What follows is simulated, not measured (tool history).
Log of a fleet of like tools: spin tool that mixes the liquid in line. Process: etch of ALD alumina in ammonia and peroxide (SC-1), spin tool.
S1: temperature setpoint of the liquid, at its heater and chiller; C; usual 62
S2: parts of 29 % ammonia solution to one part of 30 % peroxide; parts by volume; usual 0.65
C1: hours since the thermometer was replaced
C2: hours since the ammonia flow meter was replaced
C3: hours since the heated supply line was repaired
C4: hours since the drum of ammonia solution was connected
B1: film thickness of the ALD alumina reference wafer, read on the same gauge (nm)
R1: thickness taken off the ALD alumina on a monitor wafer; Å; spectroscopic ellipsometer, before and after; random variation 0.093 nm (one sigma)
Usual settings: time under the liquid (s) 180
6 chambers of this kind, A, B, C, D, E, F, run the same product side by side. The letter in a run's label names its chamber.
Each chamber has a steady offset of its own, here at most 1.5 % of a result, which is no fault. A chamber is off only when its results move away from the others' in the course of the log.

{"run": "1D", "hour": 6.3, "S1": 62, "S2": 0.65, "time under the liquid (s)": 180, "C1": 76.6, "C2": 272.1, "C3": 720.2, "C4": 262.2, "B1": 139.99, "R1": 145.29}
{"run": "2F", "hour": 12.2, "S1": 62, "S2": 0.65, "time under the liquid (s)": 180, "C1": 1427.8, "C2": 84.3, "C3": 203.0, "C4": 337.5, "B1": 140.03, "R1": 141.38}
{"run": "3A", "hour": 17.3, "S1": 62, "S2": 0.65, "time under the liquid (s)": 180, "C1": 1189.3, "C2": 565.6, "C3": 395.3, "C4": 620.3, "B1": 139.98, "R1": 144.47}
{"run": "4C", "hour": 24.0, "S1": 62, "S2": 0.65, "time under the liquid (s)": 180, "C1": 728.7, "C2": 1758.6, "C3": 1247.6, "C4": 439.5, "B1": 139.94, "R1": 143.51}
{"hour": 26.2, "done": "chamber D: heated supply line repaired"}
{"run": "5E", "hour": 29.8, "S1": 62, "S2": 0.65, "time under the liquid (s)": 80, "C1": 168.3, "C2": 383.0, "C3": 586.1, "C4": 669.1, "B1": 140.03, "R1": 61.777}
{"run": "6B", "hour": 36.8, "S1": 62, "S2": 0.65, "time under the liquid (s)": 80, "C1": 3117.0, "C2": 878.3, "C3": 81.6, "C4": 231.3, "B1": 140.0, "R1": 64.046}
{"run": "7B", "hour": 44.2, "S1": 62, "S2": 0.65, "time under the liquid (s)": 80, "C1": 3124.4, "C2": 885.7, "C3": 89.0, "C4": 238.7, "B1": 140.01, "R1": 63.474}
{"run": "8E", "hour": 50.6, "S1": 62, "S2": 0.65, "time under the liquid (s)": 80, "C1": 189.1, "C2": 403.8, "C3": 606.9, "C4": 689.9, "B1": 140.02, "R1": 62.916}
{"run": "9F", "hour": 56.3, "S1": 62, "S2": 0.65, "time under the liquid (s)": 80, "C1": 1471.9, "C2": 128.4, "C3": 247.1, "C4": 381.6, "B1": 140.01, "R1": 62.702}
{"run": "10D", "hour": 60.2, "S1": 62, "S2": 0.65, "time under the liquid (s)": 80, "C1": 130.5, "C2": 326.0, "C3": 34.1, "C4": 316.1, "B1": 140.02, "R1": 63.825}
{"hour": 63.8, "done": "chamber C: ammonia flow meter replaced"}
{"run": "11A", "hour": 67.2, "S1": 67, "S2": 0.65, "time under the liquid (s)": 250, "C1": 1239.2, "C2": 615.5, "C3": 445.2, "C4": 670.2, "B1": 139.94, "R1": 256.07}
{"run": "12C", "hour": 72.7, "S1": 67, "S2": 0.65, "time under the liquid (s)": 250, "C1": 777.4, "C2": 9.0, "C3": 1296.3, "C4": 488.2, "B1": 140.04, "R1": 255.92}
{"run": "13E", "hour": 79.5, "S1": 67, "S2": 0.65, "time under the liquid (s)": 250, "C1": 218.0, "C2": 432.7, "C3": 635.8, "C4": 718.8, "B1": 139.97, "R1": 250.31}
{"run": "14F", "hour": 84.4, "S1": 67, "S2": 0.65, "time under the liquid (s)": 250, "C1": 1500.0, "C2": 156.5, "C3": 275.2, "C4": 409.7, "B1": 140.04, "R1": 255.39}
{"run": "15A", "hour": 91.0, "S1": 67, "S2": 0.65, "time under the liquid (s)": 250, "C1": 1263.0, "C2": 639.3, "C3": 469.0, "C4": 694.0, "B1": 139.99, "R1": 255.74}
{"run": "16D", "hour": 97.1, "S1": 67, "S2": 0.65, "time under the liquid (s)": 250, "C1": 167.4, "C2": 362.9, "C3": 71.0, "C4": 353.0, "B1": 139.99, "R1": 256.19}
{"run": "17C", "hour": 102.2, "S1": 62, "S2": 0.65, "time under the liquid (s)": 180, "C1": 806.9, "C2": 38.5, "C3": 1325.8, "C4": 517.7, "B1": 140.0, "R1": 142.76}
{"run": "18B", "hour": 109.5, "S1": 62, "S2": 0.65, "time under the liquid (s)": 180, "C1": 3189.7, "C2": 951.0, "C3": 154.3, "C4": 304.0, "B1": 139.98, "R1": 143.36}
{"run": "19B", "hour": 114.9, "S1": 62, "S2": 0.65, "time under the liquid (s)": 180, "C1": 3195.1, "C2": 956.4, "C3": 159.7, "C4": 309.4, "B1": 140.0, "R1": 144.28}
{"run": "20E", "hour": 119.4, "S1": 62, "S2": 0.65, "time under the liquid (s)": 180, "C1": 257.9, "C2": 472.6, "C3": 675.7, "C4": 758.7, "B1": 139.95, "R1": 138.99}
{"run": "21C", "hour": 125.1, "S1": 62, "S2": 0.65, "time under the liquid (s)": 95, "C1": 829.8, "C2": 61.4, "C3": 1348.7, "C4": 540.6, "B1": 140.04, "R1": 75.698}
{"run": "22A", "hour": 130.6, "S1": 62, "S2": 0.65, "time under the liquid (s)": 95, "C1": 1302.6, "C2": 678.9, "C3": 508.6, "C4": 733.6, "B1": 139.98, "R1": 75.003}
{"hour": 132.1, "done": "chamber A: new drum of ammonia solution connected"}
{"run": "23D", "hour": 136.7, "S1": 62, "S2": 0.65, "time under the liquid (s)": 95, "C1": 207.0, "C2": 402.5, "C3": 110.6, "C4": 392.6, "B1": 140.03, "R1": 76.31}
{"run": "24F", "hour": 143.3, "S1": 62, "S2": 0.65, "time under the liquid (s)": 95, "C1": 1558.9, "C2": 215.4, "C3": 334.1, "C4": 468.6, "B1": 139.98, "R1": 75.535}
{"run": "25D", "hour": 147.2, "S1": 62, "S2": 0.65, "time under the liquid (s)": 95, "C1": 217.5, "C2": 413.0, "C3": 121.1, "C4": 403.1, "B1": 140.03, "R1": 75.385}
{"run": "26B", "hour": 151.3, "S1": 62, "S2": 0.65, "time under the liquid (s)": 95, "C1": 3231.5, "C2": 992.8, "C3": 196.1, "C4": 345.8, "B1": 139.96, "R1": 76.374}
{"run": "27A", "hour": 158.0, "S1": 62, "S2": 0.65, "time under the liquid (s)": 180, "C1": 1330.0, "C2": 706.3, "C3": 536.0, "C4": 26.0, "B1": 140.01, "R1": 142.96}
{"run": "28C", "hour": 165.3, "S1": 62, "S2": 0.65, "time under the liquid (s)": 180, "C1": 870.0, "C2": 101.6, "C3": 1388.9, "C4": 580.8, "B1": 139.98, "R1": 143.75}
{"run": "29F", "hour": 172.3, "S1": 62, "S2": 0.65, "time under the liquid (s)": 180, "C1": 1587.9, "C2": 244.4, "C3": 363.1, "C4": 497.6, "B1": 140.0, "R1": 141.64}
{"run": "30E", "hour": 176.4, "S1": 62, "S2": 0.65, "time under the liquid (s)": 180, "C1": 314.9, "C2": 529.6, "C3": 732.7, "C4": 815.7, "B1": 139.98, "R1": 135.34}
{"run": "31F", "hour": 181.1, "S1": 62, "S2": 0.4, "time under the liquid (s)": 180, "C1": 1596.7, "C2": 253.2, "C3": 371.9, "C4": 506.4, "B1": 140.0, "R1": 135.79}
{"run": "32C", "hour": 187.6, "S1": 62, "S2": 0.4, "time under the liquid (s)": 180, "C1": 892.3, "C2": 123.9, "C3": 1411.2, "C4": 603.1, "B1": 140.02, "R1": 136.48}
{"run": "33E", "hour": 194.0, "S1": 62, "S2": 0.4, "time under the liquid (s)": 180, "C1": 332.5, "C2": 547.2, "C3": 750.3, "C4": 833.3, "B1": 140.0, "R1": 125.58}
{"hour": 196.8, "done": "chamber B: thermometer replaced"}
{"run": "34B", "hour": 198.9, "S1": 62, "S2": 0.4, "time under the liquid (s)": 180, "C1": 2.2, "C2": 1040.4, "C3": 243.7, "C4": 393.4, "B1": 140.0, "R1": 137.27}
{"run": "35A", "hour": 202.4, "S1": 62, "S2": 0.4, "time under the liquid (s)": 180, "C1": 1374.4, "C2": 750.7, "C3": 580.4, "C4": 70.4, "B1": 140.02, "R1": 137.8}
{"run": "36D", "hour": 206.7, "S1": 62, "S2": 0.4, "time under the liquid (s)": 180, "C1": 277.0, "C2": 472.5, "C3": 180.6, "C4": 462.6, "B1": 140.0, "R1": 137.53}
{"run": "37B", "hour": 213.9, "S1": 62, "S2": 0.65, "time under the liquid (s)": 180, "C1": 17.2, "C2": 1055.4, "C3": 258.7, "C4": 408.4, "B1": 139.98, "R1": 145.26}
{"run": "38C", "hour": 220.2, "S1": 62, "S2": 0.65, "time under the liquid (s)": 180, "C1": 924.9, "C2": 156.5, "C3": 1443.8, "C4": 635.7, "B1": 139.96, "R1": 141.97}
{"run": "39E", "hour": 225.1, "S1": 62, "S2": 0.65, "time under the liquid (s)": 180, "C1": 363.6, "C2": 578.3, "C3": 781.4, "C4": 864.4, "B1": 139.98, "R1": 131.62}
{"run": "40F", "hour": 229.7, "S1": 62, "S2": 0.65, "time under the liquid (s)": 180, "C1": 1645.3, "C2": 301.8, "C3": 420.5, "C4": 555.0, "B1": 140.01, "R1": 143.1}
{"run": "41D", "hour": 234.4, "S1": 62, "S2": 0.65, "time under the liquid (s)": 180, "C1": 304.7, "C2": 500.2, "C3": 208.3, "C4": 490.3, "B1": 140.0, "R1": 143.99}

All 6 chambers run these settings next. Forecast each chamber's results:
{"run": "42A", "hour": 239.6, "S1": 62, "S2": 0.65, "time under the liquid (s)": 180, "R1": "?"}
{"run": "42B", "hour": 239.6, "S1": 62, "S2": 0.65, "time under the liquid (s)": 180, "R1": "?"}
{"run": "42C", "hour": 239.6, "S1": 62, "S2": 0.65, "time under the liquid (s)": 180, "R1": "?"}
{"run": "42D", "hour": 239.6, "S1": 62, "S2": 0.65, "time under the liquid (s)": 180, "R1": "?"}
{"run": "42E", "hour": 239.6, "S1": 62, "S2": 0.65, "time under the liquid (s)": 180, "R1": "?"}
{"run": "42F", "hour": 239.6, "S1": 62, "S2": 0.65, "time under the liquid (s)": 180, "R1": "?"}

run=42A R1=143.420
run=42B R1=143.060
run=42C R1=143.060
run=42D R1=143.980
run=42E R1=130.990
run=42F R1=141.240

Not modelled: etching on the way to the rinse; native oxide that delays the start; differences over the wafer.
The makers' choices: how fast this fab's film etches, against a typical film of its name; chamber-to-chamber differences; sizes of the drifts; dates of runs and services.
